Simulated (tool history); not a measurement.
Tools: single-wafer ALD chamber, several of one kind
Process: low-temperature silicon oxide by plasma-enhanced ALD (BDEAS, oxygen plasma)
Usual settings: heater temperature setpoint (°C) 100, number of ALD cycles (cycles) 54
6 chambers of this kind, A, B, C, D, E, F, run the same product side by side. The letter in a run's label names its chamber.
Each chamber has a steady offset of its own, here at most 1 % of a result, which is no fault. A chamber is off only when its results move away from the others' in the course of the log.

| run | hour | heater temperature setpoint (°C) | number of ALD cycles (cycles) | read-back reference wafer on the same gauge, thickness_nm | mean film thickness on the monitor wafer (angstrom) |
|---|---|---|---|---|---|
| 1F | 5.7 | 100 | 54 | 9.078 | 76.823 |
| 2C | 9.4 | 100 | 54 | 9.0853 | 76.94 |
| 3A | 13.3 | 100 | 54 | 9.082 | 77.484 |
| 4B | 16.4 | 100 | 54 | 9.0804 | 77.417 |
| 5E | 19.8 | 100 | 54 | 9.0784 | 77.077 |
| 6D | 25.9 | 100 | 54 | 9.0824 | 77.276 |
| 7A | 31.1 | 100 | 54 | 9.0843 | 77.621 |
| 8D | 34.6 | 100 | 54 | 9.0771 | 77.307 |
| 9B | 38.1 | 100 | 54 | 9.0747 | 77.098 |
| 10E | 42.4 | 100 | 54 | 9.0791 | 76.706 |
| 11F | 46.3 | 100 | 54 | 9.0726 | 77.007 |
| 12C | 53 | 100 | 54 | 9.0795 | 77.538 |
|  | 57.9 | chamber A: thermocouple changed; heater temperature recalibrated |
| 13E | 59 | 100 | 54 | 9.0877 | 76.756 |
| 14C | 64.4 | 95 | 64 | 9.0792 | 93.243 |
| 15D | 71.5 | 95 | 64 | 9.081 | 93.606 |
| 16B | 75.7 | 95 | 64 | 9.0751 | 93.71 |
| 17A | 78.9 | 95 | 64 | 9.0745 | 93.768 |
| 18F | 82.3 | 95 | 64 | 9.0797 | 93.464 |
| 19A | 87.7 | 95 | 64 | 9.0807 | 93.306 |
| 20F | 92.2 | 100 | 54 | 9.081 | 77.215 |
| 21D | 98.5 | 100 | 54 | 9.0822 | 77.201 |
| 22E | 105 | 100 | 54 | 9.0825 | 77.217 |
| 23C | 111.2 | 100 | 54 | 9.0832 | 77.313 |
| 24B | 117.7 | 100 | 54 | 9.0831 | 77.237 |
| 25E | 121.9 | 100 | 54 | 9.0822 | 76.708 |
| 26C | 127.6 | 100 | 54 | 9.0778 | 77.296 |
| 27B | 131.1 | 100 | 54 | 9.0901 | 77.352 |
| 28A | 137.7 | 100 | 54 | 9.0758 | 77.665 |
| 29F | 143.3 | 100 | 54 | 9.0808 | 76.804 |
| 30D | 146.5 | 100 | 54 | 9.0797 | 77.481 |
| 31B | 153.3 | 100 | 54 | 9.0818 | 77.906 |
| 32D | 159.9 | 112 | 54 | 9.0816 | 75.374 |
| 33F | 166.9 | 112 | 54 | 9.081 | 75.409 |
| 34C | 171.6 | 112 | 54 | 9.0783 | 75.784 |
| 35A | 175.7 | 112 | 54 | 9.0762 | 75.827 |
| 36E | 180.2 | 112 | 54 | 9.0841 | 75.223 |
| 37A | 183.4 | 112 | 54 | 9.0795 | 75.809 |
| 38D | 188.9 | 100 | 54 | 9.0851 | 77.655 |

What goes on in this fleet: one chamber off, a drifting gauge, or nothing beyond the chambers' own small offsets? Name the chamber and the cause, if any.

No chamber stands off beyond its own small offset, and the gauge holds steady.
